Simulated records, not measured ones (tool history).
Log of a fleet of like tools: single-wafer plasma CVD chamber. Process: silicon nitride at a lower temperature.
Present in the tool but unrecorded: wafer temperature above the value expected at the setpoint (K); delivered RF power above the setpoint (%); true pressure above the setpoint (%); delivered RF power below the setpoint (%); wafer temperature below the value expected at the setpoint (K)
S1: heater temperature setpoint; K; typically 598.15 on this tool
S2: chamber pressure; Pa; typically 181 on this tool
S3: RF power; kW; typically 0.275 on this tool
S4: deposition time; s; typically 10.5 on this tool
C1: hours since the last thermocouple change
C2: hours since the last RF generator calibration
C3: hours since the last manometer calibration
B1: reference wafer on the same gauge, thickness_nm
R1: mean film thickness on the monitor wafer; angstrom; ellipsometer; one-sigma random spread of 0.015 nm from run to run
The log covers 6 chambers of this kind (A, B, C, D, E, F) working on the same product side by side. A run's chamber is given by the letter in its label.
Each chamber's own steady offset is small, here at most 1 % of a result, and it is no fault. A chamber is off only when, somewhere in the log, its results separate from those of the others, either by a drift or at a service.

run 1C hour=6.4 | S1=598.15 S2=181 S3=0.275 S4=10.5 | C1=1201.3 C2=1732.6 C3=1386.9 | B1=9.5016 | R1=112.12
run 2F hour=15.5 | S1=598.15 S2=181 S3=0.275 S4=10.5 | C1=1544.3 C2=1335.8 C3=1299.9 | B1=9.502 | R1=111.27
run 3D hour=24.8 | S1=598.15 S2=181 S3=0.275 S4=10.5 | C1=1370 C2=762.7 C3=230.9 | B1=9.5066 | R1=112.49
run 4E hour=30.6 | S1=598.15 S2=181 S3=0.275 S4=10.5 | C1=614.2 C2=307.9 C3=1149.1 | B1=9.5054 | R1=113.7
-- hour=33.7 chamber A: capacitance manometer re-zeroed and calibrated
run 5A hour=38.7 | S1=598.15 S2=181 S3=0.275 S4=10.5 | C1=1827.7 C2=854.2 C3=5 | B1=9.5088 | R1=113.21
run 6B hour=47.2 | S1=604.15 S2=199 S3=0.275 S4=10.5 | C1=1548.2 C2=999.7 C3=2832.8 | B1=9.5092 | R1=114.67
run 7C hour=55.9 | S1=604.15 S2=199 S3=0.275 S4=10.5 | C1=1250.8 C2=1782.1 C3=1436.4 | B1=9.5103 | R1=114.98
-- hour=58.2 chamber C: thermocouple changed; heater temperature recalibrated
run 8A hour=65.1 | S1=604.15 S2=199 S3=0.275 S4=10.5 | C1=1854.1 C2=880.6 C3=31.4 | B1=9.5124 | R1=115.61
run 9F hour=72.7 | S1=604.15 S2=199 S3=0.275 S4=10.5 | C1=1601.5 C2=1393 C3=1357.1 | B1=9.5129 | R1=114.08
run 10B hour=77.3 | S1=604.15 S2=199 S3=0.275 S4=10.5 | C1=1578.3 C2=1029.8 C3=2862.9 | B1=9.515 | R1=114.67
-- hour=80.2 chamber A: RF generator calibrated
run 11D hour=82 | S1=604.15 S2=199 S3=0.275 S4=10.5 | C1=1427.2 C2=819.9 C3=288.1 | B1=9.5119 | R1=115.06
run 12E hour=86.6 | S1=598.15 S2=181 S3=0.275 S4=10.5 | C1=670.2 C2=363.9 C3=1205.1 | B1=9.5171 | R1=113.9
run 13E hour=90.8 | S1=610.15 S2=181 S3=0.255 S4=10.5 | C1=674.4 C2=368.1 C3=1209.3 | B1=9.5161 | R1=107.36
run 14F hour=98.8 | S1=610.15 S2=181 S3=0.255 S4=10.5 | C1=1627.6 C2=1419.1 C3=1383.2 | B1=9.5194 | R1=105.28
run 15C hour=104.6 | S1=610.15 S2=181 S3=0.255 S4=10.5 | C1=46.4 C2=1830.8 C3=1485.1 | B1=9.5194 | R1=106.13
run 16A hour=113.5 | S1=610.15 S2=181 S3=0.255 S4=10.5 | C1=1902.5 C2=33.3 C3=79.8 | B1=9.5221 | R1=106.79
-- hour=117.5 chamber B: capacitance manometer re-zeroed and calibrated
run 17B hour=122.9 | S1=610.15 S2=181 S3=0.255 S4=10.5 | C1=1623.9 C2=1075.4 C3=5.5 | B1=9.5224 | R1=105.98
run 18D hour=130.1 | S1=610.15 S2=181 S3=0.255 S4=10.5 | C1=1475.3 C2=868 C3=336.2 | B1=9.5245 | R1=106.41
run 19A hour=135 | S1=598.15 S2=181 S3=0.275 S4=10.5 | C1=1924 C2=54.8 C3=101.3 | B1=9.5237 | R1=113.23
run 20F hour=144 | S1=598.15 S2=181 S3=0.275 S4=10.5 | C1=1672.8 C2=1464.3 C3=1428.4 | B1=9.5285 | R1=111.78
run 21E hour=150.5 | S1=598.15 S2=181 S3=0.305 S4=10.5 | C1=734.1 C2=427.8 C3=1269 | B1=9.5264 | R1=122.13
run 22D hour=156.5 | S1=598.15 S2=181 S3=0.305 S4=10.5 | C1=1501.7 C2=894.4 C3=362.6 | B1=9.5292 | R1=120.56
run 23B hour=165.2 | S1=598.15 S2=181 S3=0.305 S4=10.5 | C1=1666.2 C2=1117.7 C3=47.8 | B1=9.5308 | R1=120.51
run 24C hour=170.1 | S1=598.15 S2=181 S3=0.305 S4=10.5 | C1=111.9 C2=1896.3 C3=1550.6 | B1=9.5338 | R1=120.91
run 25B hour=174.5 | S1=598.15 S2=181 S3=0.305 S4=10.5 | C1=1675.5 C2=1127 C3=57.1 | B1=9.5326 | R1=120.43
run 26E hour=178.7 | S1=598.15 S2=181 S3=0.305 S4=10.5 | C1=762.3 C2=456 C3=1297.2 | B1=9.5348 | R1=122.32
run 27F hour=187.8 | S1=598.15 S2=181 S3=0.275 S4=10.5 | C1=1716.6 C2=1508.1 C3=1472.2 | B1=9.5379 | R1=111.67
run 28D hour=192.5 | S1=598.15 S2=181 S3=0.275 S4=10.5 | C1=1537.7 C2=930.4 C3=398.6 | B1=9.5375 | R1=112.95
run 29A hour=200.4 | S1=598.15 S2=181 S3=0.275 S4=10.5 | C1=1989.4 C2=120.2 C3=166.7 | B1=9.5373 | R1=113.29
run 30C hour=208 | S1=598.15 S2=181 S3=0.275 S4=10.5 | C1=149.8 C2=1934.2 C3=1588.5 | B1=9.5389 | R1=112.48
run 31C hour=216.2 | S1=598.15 S2=181 S3=0.275 S4=10.5 | C1=158 C2=1942.4 C3=1596.7 | B1=9.5404 | R1=112.89
run 32F hour=221.5 | S1=598.15 S2=181 S3=0.275 S4=10.5 | C1=1750.3 C2=1541.8 C3=1505.9 | B1=9.5415 | R1=111.87
run 33B hour=226.9 | S1=598.15 S2=181 S3=0.275 S4=10.5 | C1=1727.9 C2=1179.4 C3=109.5 | B1=9.544 | R1=112.47
-- hour=233 chamber D: thermocouple changed; heater temperature recalibrated
run 34E hour=233.8 | S1=598.15 S2=181 S3=0.275 S4=10.5 | C1=817.4 C2=511.1 C3=1352.3 | B1=9.5429 | R1=113.94
run 35A hour=243.2 | S1=610.15 S2=181 S3=0.275 S4=10.5 | C1=2032.2 C2=163 C3=209.5 | B1=9.5425 | R1=112.91
run 36D hour=251.3 | S1=610.15 S2=181 S3=0.275 S4=10.5 | C1=18.3 C2=989.2 C3=457.4 | B1=9.5493 | R1=112.49
run 37C hour=256.1 | S1=610.15 S2=181 S3=0.275 S4=10.5 | C1=197.9 C2=1982.3 C3=1636.6 | B1=9.5505 | R1=112.45

Next, all 6 chambers run the settings below, one line each with question marks for the results. What does each chamber give?
run 38A hour=262.9 | S1=598.15 S2=181 S3=0.275 S4=10.5 | R1=?
run 38B hour=262.9 | S1=598.15 S2=181 S3=0.275 S4=10.5 | R1=?
run 38C hour=262.9 | S1=598.15 S2=181 S3=0.275 S4=10.5 | R1=?
run 38D hour=262.9 | S1=598.15 S2=181 S3=0.275 S4=10.5 | R1=?
run 38E hour=262.9 | S1=598.15 S2=181 S3=0.275 S4=10.5 | R1=?
run 38F hour=262.9 | S1=598.15 S2=181 S3=0.275 S4=10.5 | R1=?

run=38A R1=113.44
run=38B R1=112.23
run=38C R1=112.61
run=38D R1=113.07
run=38E R1=114.27
run=38F R1=112.12
